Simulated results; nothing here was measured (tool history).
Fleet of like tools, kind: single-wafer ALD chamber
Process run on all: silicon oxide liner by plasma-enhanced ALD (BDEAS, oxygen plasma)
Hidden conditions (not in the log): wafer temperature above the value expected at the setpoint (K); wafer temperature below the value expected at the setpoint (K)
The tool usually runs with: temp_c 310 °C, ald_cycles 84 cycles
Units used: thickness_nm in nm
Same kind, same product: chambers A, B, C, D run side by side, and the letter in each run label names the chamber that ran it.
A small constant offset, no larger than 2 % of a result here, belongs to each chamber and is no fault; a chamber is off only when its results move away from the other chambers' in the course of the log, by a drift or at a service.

run,hour,temp_c,ald_cycles,hours since the last thermocouple change,"read-back reference wafer on the same gauge, thickness_nm",thickness_nm
1B,4.5,310,84,687.8,8.6401,7.6992
2C,7.7,310,84,118,8.6418,7.7298
3D,11.1,310,84,1950.5,8.6411,7.6064
4A,17.1,310,84,383.1,8.6437,7.8627
5B,20.4,310,84,703.7,8.6454,7.6927
6C,23.6,310,84,133.9,8.6463,7.7468
7D,27,310,84,1966.4,8.6461,7.6259
8A,31.6,310,84,397.6,8.6483,7.8663
9A,36.6,310,84,402.6,8.651,7.8479
10D,40.8,310,84,1980.2,8.6508,7.6399
11B,46.5,310,84,729.8,8.654,7.7104
12C,49,310,84,159.3,8.6525,7.748
13C,53.1,310,84,163.4,8.6537,7.7509
14A,58.7,310,84,424.7,8.656,7.8606
15D,62.4,310,84,2001.8,8.6552,7.6573
16B,66,310,84,749.3,8.6563,7.7031
17C,70.2,310,84,180.5,8.6581,7.7546
18A,73,302,69,439,8.663,6.5483
19D,77.2,302,69,2016.6,8.6605,6.3533
20B,81.6,302,69,764.9,8.6644,6.4155
21B,85.7,302,69,769,8.6633,6.4119
22A,88.5,310,84,454.5,8.6648,7.8711
23C,94.3,310,84,204.6,8.6643,7.7558
24D,99,310,84,2038.4,8.6682,7.6488
25B,103.3,310,84,786.6,8.6695,7.7195
26C,107.1,310,84,217.4,8.6704,7.7726
27A,111.6,304,84,477.6,8.6703,7.931
28D,115.2,304,84,2054.6,8.6724,7.7349
29C,119.6,304,84,229.9,8.6723,7.849
30B,125.5,304,84,808.8,8.6774,7.7869
31D,131.4,299,72,2070.8,8.6785,6.684
32A,134.1,299,72,500.1,8.6794,6.8681
33A,138.3,299,72,504.3,8.6781,6.8494
34D,142,299,72,2081.4,8.6754,6.6962
35B,144.6,310,84,827.9,8.6781,7.7192
36C,148.5,317,73,258.8,8.6776,6.6989
37C,153.3,317,73,263.6,8.6806,6.6934
38A,155.8,317,73,521.8,8.6857,6.7851
39B,159.5,317,73,842.8,8.6839,6.6529
40D,162.6,310,84,2102,8.6867,7.6732
41C,166.3,322,84,276.6,8.686,7.6336
42B,169.2,322,84,852.5,8.6864,7.5827
43D,175.1,322,84,2114.5,8.6906,7.5339

Next, every chamber runs the same settings. What will each give?
44A,179.3,319,84,,,?
44B,179.3,319,84,,,?
44C,179.3,319,84,,,?
44D,179.3,319,84,,,?

run,thickness_nm
44A,7.7906
44B,7.648
44C,7.6915
44D,7.552
